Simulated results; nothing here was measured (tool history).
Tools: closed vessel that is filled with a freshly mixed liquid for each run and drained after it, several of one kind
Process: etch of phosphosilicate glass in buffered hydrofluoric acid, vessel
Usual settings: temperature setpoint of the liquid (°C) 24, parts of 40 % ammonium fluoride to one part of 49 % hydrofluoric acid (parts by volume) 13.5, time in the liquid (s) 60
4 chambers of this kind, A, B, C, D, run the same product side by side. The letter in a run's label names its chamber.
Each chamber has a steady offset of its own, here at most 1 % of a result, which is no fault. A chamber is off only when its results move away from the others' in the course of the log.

run,hour,temperature setpoint of the liquid (°C),parts of 40 % ammonium fluoride to one part of 49 % hydrofluoric acid (parts by volume),time in the liquid (s),hours since the thermometer was replaced,hours since the hydrofluoric acid flow meter was replaced,"read-back film thickness of the phosphosilicate glass reference wafer, read on the same gauge (nm)",thickness taken off the phosphosilicate glass on a monitor wafer (angstrom)
1B,9.9,24,13.5,60,95.9,1216.4,99.964,2016.5
2C,15.6,24,13.5,60,222.8,738.2,99.977,2020.8
3D,23.8,24,13.5,60,1789.6,2408.5,100.02,2029.8
4A,28.8,24,13.5,60,1269.9,1272,99.998,1981.6
5D,35,24,13.5,60,1800.8,2419.7,100.02,2004.9
6A,40.6,24,13.5,60,1281.7,1283.8,99.984,2008.7
7C,49.4,24,13.5,30,256.6,772,99.963,1019.2
8B,59.1,24,13.5,30,145.1,1265.6,99.977,997.66
9D,69.1,24,13.5,30,1834.9,2453.8,100.02,1002.5
10B,75.6,24,13.5,30,161.6,1282.1,100.01,989.86
11C,83.4,24,13.5,60,290.6,806,99.961,2016.1
# hour 83.5: chamber B: hydrofluoric acid flow meter replaced
12A,89.5,24,13.5,60,1330.6,1332.7,100.03,1989.8
13D,94.4,24,11,30,1860.2,2479.1,100.02,1246.4
14C,100,24,11,30,307.2,822.6,100.03,1235.9
15A,106.7,24,11,30,1347.8,1349.9,100,1219.4
16B,116.3,24,11,30,202.3,32.9,100.02,1210.1
17B,122.2,28.5,13.5,60,208.2,38.8,99.966,2543
18A,131.5,28.5,13.5,60,1372.6,1374.7,100,2517.6
19C,139.9,28.5,13.5,60,347.1,862.5,99.964,2579.3
20D,148.8,28.5,13.5,60,1914.6,2533.5,99.974,2568.8
21B,156.8,24,13.5,60,242.8,73.4,99.959,2011.1
22A,164.1,24,11,30,1405.2,1407.3,100,1236.2
23D,173.9,24,11,30,1939.7,2558.6,99.951,1234.4
24C,178.7,24,11,30,385.9,901.3,99.983,1249.5
25C,186,24,11,30,393.2,908.6,99.996,1233
26A,191.5,24,13.5,60,1432.6,1434.7,100.01,2009.9
27D,200,26.5,18,60,1965.8,2584.7,99.983,1742.5
28B,207.8,26.5,18,60,293.8,124.4,99.998,1730
29D,217.2,26.5,18,60,1983,2601.9,99.987,1718.6
30A,223.8,26.5,18,60,1464.9,1467,99.966,1696.9
31C,232.7,24,13.5,60,439.9,955.3,100,2006.3
32B,238.4,26.5,18,60,324.4,155,100.01,1746.9
33C,247.7,26.5,18,60,454.9,970.3,99.986,1746.7
34D,257.3,26.5,18,60,2023.1,2642,100.04,1740.9
35B,265.6,26.5,18,60,351.6,182.2,100.01,1718.4
36A,270.1,24,13.5,60,1511.2,1513.3,100,2016
37B,279.3,24,13.5,60,365.3,195.9,99.975,1999.3

All 4 chambers run these settings next. Forecast each chamber's results:
38A,286.5,24,13.5,60,,,,?
38B,286.5,24,13.5,60,,,,?
38C,286.5,24,13.5,60,,,,?
38D,286.5,24,13.5,60,,,,?

run,thickness taken off the phosphosilicate glass on a monitor wafer (angstrom)
38A,2005.8
38B,2010.6
38C,2022.3
38D,2016

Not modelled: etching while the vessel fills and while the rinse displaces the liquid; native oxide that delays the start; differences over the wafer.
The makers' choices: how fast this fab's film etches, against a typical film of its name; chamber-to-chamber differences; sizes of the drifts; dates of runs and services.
